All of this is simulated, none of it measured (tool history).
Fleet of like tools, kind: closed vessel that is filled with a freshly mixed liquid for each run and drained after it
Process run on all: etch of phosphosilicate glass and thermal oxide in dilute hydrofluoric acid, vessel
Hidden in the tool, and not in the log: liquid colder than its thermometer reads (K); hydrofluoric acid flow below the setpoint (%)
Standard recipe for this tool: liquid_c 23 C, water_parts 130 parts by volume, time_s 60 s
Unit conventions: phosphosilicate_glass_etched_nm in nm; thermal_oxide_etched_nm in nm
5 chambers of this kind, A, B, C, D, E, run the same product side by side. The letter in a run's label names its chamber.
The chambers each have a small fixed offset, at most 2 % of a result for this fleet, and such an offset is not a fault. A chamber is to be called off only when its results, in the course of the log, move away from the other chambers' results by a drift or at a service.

run	hour	liquid_c	water_parts	time_s	hours since the thermometer was replaced	hours since the hydrofluoric acid flow meter was replaced	read-back film thickness of the phosphosilicate glass reference wafer, read on the same gauge (nm)	read-back film thickness of the thermal oxide reference wafer, read on the same gauge (nm)	phosphosilicate_glass_etched_nm	thermal_oxide_etched_nm
1B	4.7	23	130	60	243.8	1226.2	39.993	110.00	62.619	1.92830
2A	12.2	23	130	60	885.4	1623.6	39.992	110.01	63.425	1.99770
3E	21.3	23	130	60	1253.6	481.6	39.993	110.00	63.041	2.05390
4C	26.5	23	130	60	1526.8	1620.6	40.014	110.01	63.254	2.04700
5D	31.7	19	130	60	148.4	280.2	40.005	110.00	53.629	1.67900
6C	40.4	19	130	60	1540.7	1634.5	39.992	109.99	53.970	1.70250
# hour 47.5: chamber C: hydrofluoric acid flow meter replaced
7B	49.3	19	130	60	288.4	1270.8	40.018	110.01	54.021	1.69060
8A	53.4	19	130	60	926.6	1664.8	40.010	110.00	53.513	1.70490
9D	58.6	19	130	60	175.3	307.1	39.958	110.01	53.710	1.68440
10E	63.2	23	130	60	1295.5	523.5	40.007	109.99	63.390	2.06250
11C	69.1	23	130	30	1569.4	21.7	40.004	110.01	31.410	1.00880
12B	75.7	23	130	30	314.8	1297.2	39.986	110.00	31.449	1.01210
13A	83.3	23	130	30	956.5	1694.7	40.008	109.99	31.159	0.99657
14E	89.5	23	130	30	1321.8	549.8	39.999	110.02	31.597	1.03790
# hour 93.7: chamber C: thermometer replaced
15D	97.4	23	130	30	214.1	345.9	40.008	110.00	31.560	1.01060
16B	104.8	28	130	60	343.9	1326.3	40.013	110.00	76.260	2.42860
17C	110.8	28	130	60	17.2	63.4	39.980	110.01	76.121	2.49540
18E	116.3	28	130	60	1348.6	576.6	40.026	110.00	76.718	2.44310
19D	123.4	28	130	60	240.1	371.9	40.022	110.00	75.842	2.37960
20A	129.3	28	130	60	1002.5	1740.7	40.000	110.00	76.154	2.44550
21B	134.0	23	130	40	373.1	1355.5	40.009	109.99	41.856	1.37420
22C	141.3	23	130	40	47.7	93.9	39.985	109.98	42.358	1.34450
23A	146.4	23	130	40	1019.6	1757.8	39.985	110.01	41.588	1.34090
24D	150.6	23	130	40	267.3	399.1	40.004	109.99	42.022	1.30740
# hour 150.9: chamber A: thermometer replaced
# hour 153.2: chamber A: hydrofluoric acid flow meter replaced
25E	155.1	23	130	40	1387.4	615.4	39.988	110.00	42.002	1.34530
# hour 159.0: chamber D: hydrofluoric acid flow meter replaced
26E	160.9	23	130	60	1393.2	621.2	40.021	109.99	63.288	1.99350
27D	165.6	23	130	60	282.3	6.7	40.037	110.01	62.675	1.98100
28C	169.6	23	130	60	76.0	122.2	40.015	110.00	63.308	2.04450
29B	177.5	23	130	60	416.6	1399.0	40.001	110.00	62.554	1.99510
30A	183.9	23	130	60	33.0	30.7	39.987	110.01	63.450	1.97330

For the next run the whole fleet of 5 chambers uses the same settings. Give each chamber's results:
31A	190.4	23	130	90					?	?
31B	190.4	23	130	90					?	?
31C	190.4	23	130	90					?	?
31D	190.4	23	130	90					?	?
31E	190.4	23	130	90					?	?

run	phosphosilicate_glass_etched_nm	thermal_oxide_etched_nm
31A	94.357	3.03650
31B	94.228	3.04390
31C	94.088	2.93340
31D	93.728	2.96960
31E	94.397	2.90740

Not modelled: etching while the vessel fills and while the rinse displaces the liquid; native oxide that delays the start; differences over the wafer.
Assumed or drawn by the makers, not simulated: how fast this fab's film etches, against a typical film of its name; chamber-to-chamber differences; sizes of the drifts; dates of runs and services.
